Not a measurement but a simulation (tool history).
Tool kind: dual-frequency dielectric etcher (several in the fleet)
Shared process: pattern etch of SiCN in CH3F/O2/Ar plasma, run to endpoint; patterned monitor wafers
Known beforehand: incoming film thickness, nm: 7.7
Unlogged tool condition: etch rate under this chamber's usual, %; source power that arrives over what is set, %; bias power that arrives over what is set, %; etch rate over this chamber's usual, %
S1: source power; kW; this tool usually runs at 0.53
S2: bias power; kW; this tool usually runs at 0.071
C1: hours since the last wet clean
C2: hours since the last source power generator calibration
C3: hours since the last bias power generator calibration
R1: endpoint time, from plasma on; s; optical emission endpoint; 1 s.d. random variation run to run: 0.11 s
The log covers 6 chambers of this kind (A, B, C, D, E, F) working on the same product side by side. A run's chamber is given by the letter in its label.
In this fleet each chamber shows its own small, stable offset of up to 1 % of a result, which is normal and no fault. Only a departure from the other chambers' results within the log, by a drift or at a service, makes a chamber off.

Run 1B, hour 14.3: usual settings; C1 112.4; C2 355.7; C3 3283. Result: R1 18.565 s.
Run 2E, hour 26.3: usual settings; C1 370.8; C2 246.3; C3 650.6. Result: R1 18.668 s.
Run 3D, hour 37.8: usual settings; C1 445.9; C2 496.7; C3 846.3. Result: R1 18.885 s.
Run 4F, hour 49.2: usual settings; C1 104.1; C2 222.2; C3 5268.9. Result: R1 18.457 s.
Run 5A, hour 63.1: usual settings but S1 0.42 kW; C1 100; C2 138.2; C3 1744.7. Result: R1 20.578 s.
Run 6C, hour 70.4: usual settings but S1 0.42 kW; C1 651.7; C2 2917.7; C3 1148.7. Result: R1 20.1 s.
Run 7B, hour 85.1: usual settings but S1 0.42 kW; C1 183.2; C2 426.5; C3 3353.8. Result: R1 20.163 s.
Run 8A, hour 98.2: usual settings but S1 0.42 kW; C1 135.1; C2 173.3; C3 1779.8. Result: R1 20.332 s.
Run 9E, hour 106.5: usual settings but S1 0.42 kW; C1 451; C2 326.5; C3 730.8. Result: R1 20.184 s.
Run 10D, hour 114.8: usual settings but S1 0.42 kW; C1 522.9; C2 573.7; C3 923.3. Result: R1 20.569 s.
At hour 122.7: chamber C: wet clean of the chamber.
Run 11C, hour 125.5: usual settings but S1 0.48 kW, S2 0.057 kW; C1 2.8; C2 2972.8; C3 1203.8. Result: R1 20.805 s.
Run 12F, hour 137.4: usual settings but S1 0.48 kW, S2 0.057 kW; C1 192.3; C2 310.4; C3 5357.1. Result: R1 20.812 s.
Run 13D, hour 148.1: usual settings but S1 0.48 kW, S2 0.057 kW; C1 556.2; C2 607; C3 956.6. Result: R1 20.933 s.
Run 14E, hour 156.5: usual settings but S1 0.48 kW, S2 0.057 kW; C1 501; C2 376.5; C3 780.8. Result: R1 20.705 s.
Run 15B, hour 168.8: usual settings but S1 0.48 kW, S2 0.057 kW; C1 266.9; C2 510.2; C3 3437.5. Result: R1 20.693 s.
Run 16C, hour 178: usual settings but S1 0.48 kW, S2 0.057 kW; C1 55.3; C2 3025.3; C3 1256.3. Result: R1 20.98 s.
At hour 186.9: chamber E: wet clean of the chamber.
Run 17F, hour 193.7: usual settings; C1 248.6; C2 366.7; C3 5413.4. Result: R1 18.522 s.
Run 18A, hour 205.8: usual settings; C1 242.7; C2 280.9; C3 1887.4. Result: R1 18.672 s.
At hour 219.6: chamber F: bias power generator calibrated.
Run 19B, hour 220: usual settings; C1 318.1; C2 561.4; C3 3488.7. Result: R1 18.417 s.
Run 20F, hour 230.8: usual settings but S2 0.083 kW; C1 285.7; C2 403.8; C3 11.2. Result: R1 17.428 s.
Run 21E, hour 244.7: usual settings but S2 0.083 kW; C1 57.8; C2 464.7; C3 869. Result: R1 17.391 s.
Run 22C, hour 259.9: usual settings but S2 0.083 kW; C1 137.2; C2 3107.2; C3 1338.2. Result: R1 17.593 s.
Run 23A, hour 267.3: usual settings but S2 0.083 kW; C1 304.2; C2 342.4; C3 1948.9. Result: R1 17.587 s.
At hour 278.5: chamber B: wet clean of the chamber.
Run 24D, hour 283.4: usual settings but S2 0.083 kW; C1 691.5; C2 742.3; C3 1091.9. Result: R1 17.882 s.
Run 25D, hour 298.8: usual settings but S2 0.083 kW; C1 706.9; C2 757.7; C3 1107.3. Result: R1 17.939 s.
Run 26C, hour 309.6: usual settings; C1 186.9; C2 3156.9; C3 1387.9. Result: R1 18.434 s.
Run 27A, hour 325.3: usual settings; C1 362.2; C2 400.4; C3 2006.9. Result: R1 18.398 s.
At hour 332.5: chamber B: bias power generator calibrated.
Run 28E, hour 340.1: usual settings; C1 153.2; C2 560.1; C3 964.4. Result: R1 18.636 s.
Run 29F, hour 348: usual settings; C1 402.9; C2 521; C3 128.4. Result: R1 18.553 s.
Run 30B, hour 356.4: usual settings; C1 78; C2 697.8; C3 24. Result: R1 18.604 s.
Run 31E, hour 367: usual settings; C1 180.1; C2 587; C3 991.3. Result: R1 18.417 s.
Run 32F, hour 382.6: usual settings; C1 437.5; C2 555.6; C3 163. Result: R1 18.5 s.
Run 33A, hour 398.3: usual settings; C1 435.2; C2 473.4; C3 2079.9. Result: R1 18.565 s.
At hour 407: chamber F: wet clean of the chamber.
Run 34D, hour 410.1: usual settings; C1 818.2; C2 869; C3 1218.6. Result: R1 19.205 s.
At hour 412.8: chamber A: wet clean of the chamber.
Run 35B, hour 421.2: usual settings; C1 142.8; C2 762.6; C3 88.8. Result: R1 18.516 s.
Run 36C, hour 429.2: usual settings; C1 306.5; C2 3276.5; C3 1507.5. Result: R1 18.769 s.
Run 37E, hour 441.2: usual settings; C1 254.3; C2 661.2; C3 1065.5. Result: R1 18.506 s.
Run 38D, hour 454.7: usual settings; C1 862.8; C2 913.6; C3 1263.2. Result: R1 19.428 s.
Run 39F, hour 463.7: usual settings; C1 56.7; C2 636.7; C3 244.1. Result: R1 18.524 s.
Run 40C, hour 473.9: usual settings; C1 351.2; C2 3321.2; C3 1552.2. Result: R1 18.765 s.
Run 41A, hour 487.5: usual settings; C1 74.8; C2 562.6; C3 2169.1. Result: R1 18.464 s.
Run 42B, hour 495.5: usual settings; C1 217.1; C2 836.9; C3 163.1. Result: R1 18.578 s.

The same settings go to every chamber for the next run, one line per chamber below. Forecast the results for each:
Run 43A, hour 507.1: usual settings. Result: R1 ?.
Run 43B, hour 507.1: usual settings. Result: R1 ?.
Run 43C, hour 507.1: usual settings. Result: R1 ?.
Run 43D, hour 507.1: usual settings. Result: R1 ?.
Run 43E, hour 507.1: usual settings. Result: R1 ?.
Run 43F, hour 507.1: usual settings. Result: R1 ?.

run      R1
43A  18.748
43B  18.437
43C  18.533
43D  19.577
43E  18.664
43F  18.836

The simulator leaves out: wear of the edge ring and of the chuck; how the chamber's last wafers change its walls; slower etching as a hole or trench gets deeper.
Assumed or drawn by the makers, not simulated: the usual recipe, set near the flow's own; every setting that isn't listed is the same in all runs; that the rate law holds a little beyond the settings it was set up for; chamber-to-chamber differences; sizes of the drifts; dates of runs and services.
